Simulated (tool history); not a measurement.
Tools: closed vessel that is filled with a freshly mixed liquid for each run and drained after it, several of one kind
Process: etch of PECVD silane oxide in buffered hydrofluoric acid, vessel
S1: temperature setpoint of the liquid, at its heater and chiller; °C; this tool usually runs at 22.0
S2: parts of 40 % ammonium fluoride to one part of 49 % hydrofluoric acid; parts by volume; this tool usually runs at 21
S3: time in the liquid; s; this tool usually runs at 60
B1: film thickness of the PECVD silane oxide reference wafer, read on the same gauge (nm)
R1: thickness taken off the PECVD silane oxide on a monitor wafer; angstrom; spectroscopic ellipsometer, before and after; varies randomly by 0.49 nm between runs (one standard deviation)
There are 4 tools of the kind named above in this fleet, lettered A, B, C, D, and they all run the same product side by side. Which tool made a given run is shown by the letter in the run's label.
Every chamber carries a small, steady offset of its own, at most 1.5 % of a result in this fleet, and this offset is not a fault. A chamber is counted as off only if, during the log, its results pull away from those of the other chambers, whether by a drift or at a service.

run 1C hour=6.0 | S1=22.0 S2=21 S3=60 | B1=149.98 | R1=590.32
run 2D hour=12.8 | S1=22.0 S2=21 S3=60 | B1=150.01 | R1=586.98
run 3A hour=20.7 | S1=22.0 S2=21 S3=60 | B1=149.98 | R1=591.53
run 4B hour=27.2 | S1=22.0 S2=21 S3=60 | B1=149.98 | R1=580.26
run 5C hour=39.8 | S1=22.0 S2=21 S3=60 | B1=150.04 | R1=581.48
run 6A hour=50.4 | S1=22.0 S2=21 S3=60 | B1=150.01 | R1=580.09
run 7B hour=56.0 | S1=22.0 S2=21 S3=60 | B1=150.01 | R1=567.60
run 8D hour=65.8 | S1=22.0 S2=21 S3=60 | B1=150.03 | R1=577.04
-- hour=71.4 chamber B: hydrofluoric acid flow meter replaced
run 9A hour=75.2 | S1=22.0 S2=21 S3=60 | B1=149.98 | R1=588.22
run 10D hour=86.8 | S1=22.0 S2=21 S3=60 | B1=149.99 | R1=587.57
run 11C hour=96.8 | S1=22.0 S2=21 S3=60 | B1=149.97 | R1=583.48
run 12B hour=109.5 | S1=19.5 S2=26 S3=60 | B1=150.05 | R1=440.90
run 13A hour=120.9 | S1=19.5 S2=26 S3=60 | B1=150.00 | R1=430.19
run 14D hour=132.4 | S1=19.5 S2=26 S3=60 | B1=150.02 | R1=448.35
run 15C hour=142.4 | S1=19.5 S2=26 S3=60 | B1=150.01 | R1=438.43
run 16B hour=149.2 | S1=22.0 S2=21 S3=60 | B1=149.99 | R1=580.53
run 17A hour=155.1 | S1=22.0 S2=21 S3=60 | B1=150.01 | R1=578.17
run 18C hour=163.8 | S1=22.0 S2=21 S3=60 | B1=150.02 | R1=586.32
run 19B hour=172.9 | S1=22.0 S2=21 S3=60 | B1=149.99 | R1=575.10
run 20D hour=184.5 | S1=22.0 S2=21 S3=60 | B1=150.01 | R1=593.18
run 21A hour=190.2 | S1=22.0 S2=21 S3=60 | B1=150.02 | R1=570.38
run 22D hour=199.2 | S1=17.5 S2=21 S3=85 | B1=149.98 | R1=644.85
run 23B hour=209.4 | S1=17.5 S2=21 S3=85 | B1=150.00 | R1=633.92
run 24C hour=215.7 | S1=17.5 S2=21 S3=85 | B1=149.99 | R1=636.59
run 25C hour=223.7 | S1=17.5 S2=21 S3=85 | B1=150.00 | R1=626.85
run 26B hour=235.6 | S1=22.0 S2=21 S3=60 | B1=149.98 | R1=584.65
run 27D hour=247.2 | S1=22.0 S2=21 S3=60 | B1=150.01 | R1=578.30
run 28A hour=258.9 | S1=22.0 S2=21 S3=60 | B1=150.03 | R1=560.02
run 29B hour=269.4 | S1=22.0 S2=21 S3=60 | B1=150.01 | R1=568.68
run 30D hour=276.6 | S1=22.0 S2=21 S3=60 | B1=150.02 | R1=586.66
run 31A hour=283.0 | S1=22.0 S2=21 S3=60 | B1=150.00 | R1=558.53
run 32C hour=292.3 | S1=22.0 S2=21 S3=60 | B1=149.97 | R1=574.51
run 33A hour=299.8 | S1=22.0 S2=21 S3=60 | B1=149.97 | R1=546.26
run 34D hour=310.5 | S1=22.0 S2=21 S3=60 | B1=149.96 | R1=592.75
run 35C hour=321.4 | S1=22.0 S2=21 S3=60 | B1=150.00 | R1=578.79
run 36B hour=328.7 | S1=22.0 S2=21 S3=45 | B1=150.03 | R1=433.04
run 37D hour=337.7 | S1=22.0 S2=21 S3=45 | B1=150.00 | R1=444.17
run 38C hour=347.6 | S1=22.0 S2=21 S3=45 | B1=149.97 | R1=438.48
run 39A hour=358.9 | S1=22.0 S2=21 S3=45 | B1=149.99 | R1=407.46
run 40B hour=371.4 | S1=22.0 S2=21 S3=60 | B1=150.01 | R1=584.50
run 41C hour=377.0 | S1=22.0 S2=21 S3=60 | B1=149.98 | R1=580.02

All 4 chambers run these settings next. Forecast each chamber's results:
run 42A hour=386.0 | S1=22.0 S2=21 S3=60 | R1=?
run 42B hour=386.0 | S1=22.0 S2=21 S3=60 | R1=?
run 42C hour=386.0 | S1=22.0 S2=21 S3=60 | R1=?
run 42D hour=386.0 | S1=22.0 S2=21 S3=60 | R1=?

run=42A R1=535.07
run=42B R1=566.60
run=42C R1=577.86
run=42D R1=582.85

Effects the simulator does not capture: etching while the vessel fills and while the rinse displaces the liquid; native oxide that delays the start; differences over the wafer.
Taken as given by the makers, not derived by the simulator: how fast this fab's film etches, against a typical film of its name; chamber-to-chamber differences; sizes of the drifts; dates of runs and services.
